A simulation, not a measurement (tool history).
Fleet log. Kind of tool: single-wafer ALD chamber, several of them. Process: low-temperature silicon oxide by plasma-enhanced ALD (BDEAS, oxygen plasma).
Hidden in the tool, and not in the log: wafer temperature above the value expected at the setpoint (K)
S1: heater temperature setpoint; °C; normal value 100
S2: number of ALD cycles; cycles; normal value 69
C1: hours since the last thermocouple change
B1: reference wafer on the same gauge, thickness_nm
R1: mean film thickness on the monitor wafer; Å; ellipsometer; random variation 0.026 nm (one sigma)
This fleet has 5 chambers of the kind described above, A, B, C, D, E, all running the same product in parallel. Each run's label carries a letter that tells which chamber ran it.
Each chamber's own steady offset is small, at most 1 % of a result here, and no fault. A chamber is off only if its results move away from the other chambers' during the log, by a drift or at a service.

{"run": "1E", "day": 0.125, "S1": 100, "S2": 69, "C1": 690.2, "B1": 10.802, "R1": 98.165}
{"run": "2B", "day": 0.321, "S1": 100, "S2": 69, "C1": 1630.0, "B1": 10.799, "R1": 98.903}
{"run": "3C", "day": 0.571, "S1": 100, "S2": 69, "C1": 936.9, "B1": 10.8, "R1": 98.307}
{"run": "4A", "day": 0.712, "S1": 100, "S2": 69, "C1": 1861.8, "B1": 10.798, "R1": 97.665}
{"run": "5D", "day": 0.862, "S1": 100, "S2": 69, "C1": 664.3, "B1": 10.793, "R1": 98.56}
{"run": "6E", "day": 1.108, "S1": 100, "S2": 69, "C1": 713.8, "B1": 10.803, "R1": 98.477}
{"run": "7C", "day": 1.333, "S1": 100, "S2": 69, "C1": 955.2, "B1": 10.796, "R1": 98.628}
{"run": "8B", "day": 1.571, "S1": 100, "S2": 69, "C1": 1660.0, "B1": 10.805, "R1": 98.46}
{"run": "9A", "day": 1.779, "S1": 100, "S2": 69, "C1": 1887.4, "B1": 10.804, "R1": 98.208}
{"run": "10D", "day": 1.933, "S1": 100, "S2": 69, "C1": 690.0, "B1": 10.806, "R1": 98.171}
{"run": "11E", "day": 2.15, "S1": 100, "S2": 69, "C1": 738.8, "B1": 10.8, "R1": 98.166}
{"run": "12A", "day": 2.308, "S1": 100, "S2": 69, "C1": 1900.1, "B1": 10.8, "R1": 97.793}
{"run": "13D", "day": 2.508, "S1": 100, "S2": 69, "C1": 703.8, "B1": 10.798, "R1": 98.024}
{"run": "14B", "day": 2.767, "S1": 100, "S2": 69, "C1": 1688.7, "B1": 10.806, "R1": 99.127}
{"run": "15C", "day": 2.883, "S1": 87, "S2": 62, "C1": 992.4, "B1": 10.797, "R1": 92.627}
{"run": "16A", "day": 3.062, "S1": 87, "S2": 62, "C1": 1918.2, "B1": 10.803, "R1": 92.314}
{"run": "17C", "day": 3.267, "S1": 87, "S2": 62, "C1": 1001.6, "B1": 10.789, "R1": 92.68}
{"run": "18B", "day": 3.429, "S1": 87, "S2": 62, "C1": 1704.6, "B1": 10.799, "R1": 92.609}
{"run": "19E", "day": 3.562, "S1": 87, "S2": 62, "C1": 772.7, "B1": 10.793, "R1": 92.717}
{"run": "20D", "day": 3.679, "S1": 100, "S2": 69, "C1": 731.9, "B1": 10.801, "R1": 98.544}
{"run": "21C", "day": 3.904, "S1": 100, "S2": 69, "C1": 1016.9, "B1": 10.8, "R1": 98.544}
{"run": "22A", "day": 4.079, "S1": 100, "S2": 69, "C1": 1942.6, "B1": 10.793, "R1": 97.691}
{"run": "23E", "day": 4.229, "S1": 110, "S2": 79, "C1": 788.7, "B1": 10.805, "R1": 110.64}
{"run": "24B", "day": 4.388, "S1": 110, "S2": 79, "C1": 1727.6, "B1": 10.803, "R1": 110.26}
{"run": "25D", "day": 4.512, "S1": 110, "S2": 79, "C1": 751.9, "B1": 10.794, "R1": 110.06}
{"run": "26D", "day": 4.733, "S1": 110, "S2": 79, "C1": 757.2, "B1": 10.803, "R1": 110.15}
{"run": "27C", "day": 4.996, "S1": 110, "S2": 79, "C1": 1043.1, "B1": 10.796, "R1": 110.38}
{"run": "28B", "day": 5.204, "S1": 100, "S2": 69, "C1": 1747.2, "B1": 10.809, "R1": 98.741}
{"run": "29A", "day": 5.358, "S1": 100, "S2": 69, "C1": 1973.3, "B1": 10.798, "R1": 97.901}
{"run": "30E", "day": 5.546, "S1": 85, "S2": 69, "C1": 820.3, "B1": 10.8, "R1": 103.71}
{"run": "31B", "day": 5.7, "S1": 85, "S2": 69, "C1": 1759.1, "B1": 10.798, "R1": 103.97}
{"run": "32D", "day": 5.888, "S1": 85, "S2": 69, "C1": 784.9, "B1": 10.801, "R1": 103.12}
{"run": "33C", "day": 6.142, "S1": 85, "S2": 69, "C1": 1070.6, "B1": 10.793, "R1": 103.83}
{"run": "34E", "day": 6.329, "S1": 85, "S2": 69, "C1": 839.1, "B1": 10.801, "R1": 103.73}
{"run": "35A", "day": 6.442, "S1": 100, "S2": 69, "C1": 1999.3, "B1": 10.808, "R1": 98.103}

One chamber off, gauge drift, or nothing amiss beyond the chambers' own small offsets? If it is a chamber, which one, and what is the likeliest cause?

All chambers stay in line apart from their small fixed offsets, and the gauge does not drift.
